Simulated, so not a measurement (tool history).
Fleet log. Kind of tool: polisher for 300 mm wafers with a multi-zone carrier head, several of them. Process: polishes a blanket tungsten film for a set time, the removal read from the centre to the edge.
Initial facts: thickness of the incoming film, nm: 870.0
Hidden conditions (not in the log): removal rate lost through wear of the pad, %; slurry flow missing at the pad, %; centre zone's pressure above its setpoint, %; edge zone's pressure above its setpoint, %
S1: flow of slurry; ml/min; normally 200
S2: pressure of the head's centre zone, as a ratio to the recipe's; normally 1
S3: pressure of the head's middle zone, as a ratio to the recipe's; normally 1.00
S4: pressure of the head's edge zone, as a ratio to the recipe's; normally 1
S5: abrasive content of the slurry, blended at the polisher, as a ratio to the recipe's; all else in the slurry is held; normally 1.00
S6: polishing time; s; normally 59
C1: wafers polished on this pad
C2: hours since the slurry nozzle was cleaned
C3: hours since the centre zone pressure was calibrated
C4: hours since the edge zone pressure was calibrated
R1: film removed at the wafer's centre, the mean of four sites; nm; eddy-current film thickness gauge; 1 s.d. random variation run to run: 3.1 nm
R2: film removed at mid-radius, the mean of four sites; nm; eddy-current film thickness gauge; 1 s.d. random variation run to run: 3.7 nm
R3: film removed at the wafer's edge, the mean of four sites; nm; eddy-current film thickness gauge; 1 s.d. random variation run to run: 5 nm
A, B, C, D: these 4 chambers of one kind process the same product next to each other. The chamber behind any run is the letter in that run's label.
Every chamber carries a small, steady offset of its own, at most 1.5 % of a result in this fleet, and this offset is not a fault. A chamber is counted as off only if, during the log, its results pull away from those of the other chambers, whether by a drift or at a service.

run   hour   S1  S2    S3  S4    S5  S6   C1     C2     C3     C4      R1      R2      R3
 1C    8.7  200   1  1.00   1  1.00  59  714  374.6  229.5   70.7  332.22  331.96  337.97
      11.8  -- chamber B: edge zone pressure recalibrated
 2D   15.0  200   1  1.00   1  1.00  59  621   27.9  219.8  326.7  337.37  336.38  335.09
      16.1  -- chamber D: worn pad replaced by a new one
      16.5  -- chamber B: centre zone pressure recalibrated
 3B   22.2  200   1  1.00   1  1.00  59  367  170.8    5.8   10.5  332.74  342.67  332.35
 4A   29.1  200   1  1.00   1  1.00  59  878  204.9  501.0  271.6  331.96  330.56  336.39
      33.0  -- chamber A: worn pad replaced by a new one
 5C   35.9  200   1  1.00   1  1.00  59  890  401.8  256.7   97.9  339.37  331.58  336.40
 6B   42.9  200   1  1.00   1  1.00  59  502  191.5   26.5   31.2  339.79  341.25  341.74
      48.1  -- chamber C: worn pad replaced by a new one
 7D   49.4  200   1  1.00   1  1.00  59  216   62.3  254.2  361.1  334.81  334.13  323.83
 8A   54.6  200   1  1.00   1  1.00  45  141  230.4  526.5  297.1  256.70  250.58  259.70
 9B   64.8  200   1  1.00   1  1.00  45  644  213.4   48.4   53.1  257.96  260.84  250.53
10C   75.5  200   1  1.00   1  1.00  45  178  441.4  296.3  137.5  258.45  255.70  252.01
      80.8  -- chamber D: edge zone pressure recalibrated
11A   80.8  200   1  1.00   1  1.00  45  311  256.6  552.7  323.3  249.32  251.50  255.56
12D   87.8  200   1  1.00   1  1.00  59  466  100.7  292.6    7.0  336.91  338.10  326.30
13B   97.2  200   1  1.00   1  1.00  59  855  245.8   80.8   85.5  336.69  339.98  338.28
14A  104.9  200   1  0.96   1  1.00  59  468  280.7  576.8  347.4  337.12  320.57  338.60
     111.6  -- chamber D: worn pad replaced by a new one
     111.6  -- chamber B: worn pad replaced by a new one
15C  114.1  200   1  0.96   1  1.00  59  429  480.0  334.9  176.1  338.58  321.87  331.70
16D  123.2  200   1  0.96   1  1.00  59   75  136.1  328.0   42.4  340.94  317.24  344.80
     127.9  -- chamber D: centre zone pressure recalibrated
17A  128.7  200   1  0.96   1  1.00  59  623  304.5  600.6  371.2  345.52  323.01  329.17
18B  137.6  200   1  1.00   1  1.00  59  169  286.2  121.2  125.9  337.09  344.70  333.30
19D  147.5  200   1  1.00   1  1.00  59  233  160.4   19.7   66.7  337.56  333.45  338.98
20C  157.7  200   1  1.00   1  1.00  59  713  523.6  378.5  219.7  331.73  334.94  343.70
21C  166.0  200   1  1.00   1  1.00  59  767  531.9  386.8  228.0  331.48  333.60  333.17
22A  173.2  200   1  1.00   1  1.00  59  912  349.0  645.1  415.7  357.95  336.69  335.47
     182.1  -- chamber C: worn pad replaced by a new one
23D  184.0  200   1  1.00   1  1.00  59  471  196.9   56.2  103.2  334.95  330.35  338.94
     189.9  -- chamber A: worn pad replaced by a new one
24B  192.0  200   1  1.00   1  1.00  59  523  340.6  175.6  180.3  342.02  335.91  328.48
25C  198.9  200   1  1.00   1  1.00  59  109  564.8  419.7  260.9  335.19  335.27  332.75
26A  206.5  200   1  1.00   1  1.00  59  108  382.3  678.4  449.0  371.83  338.05  336.34

All 4 chambers run these settings next. Forecast each chamber's results:
27A  214.3  200   1  1.00   1  1.15  59                   ?   ?   ?
27B  214.3  200   1  1.00   1  1.15  59                   ?   ?   ?
27C  214.3  200   1  1.00   1  1.15  59                   ?   ?   ?
27D  214.3  200   1  1.00   1  1.15  59                   ?   ?   ?

run      R1      R2      R3
27A  392.02  347.82  344.99
27B  346.01  344.19  349.09
27C  345.20  347.63  343.41
27D  350.09  342.31  352.82

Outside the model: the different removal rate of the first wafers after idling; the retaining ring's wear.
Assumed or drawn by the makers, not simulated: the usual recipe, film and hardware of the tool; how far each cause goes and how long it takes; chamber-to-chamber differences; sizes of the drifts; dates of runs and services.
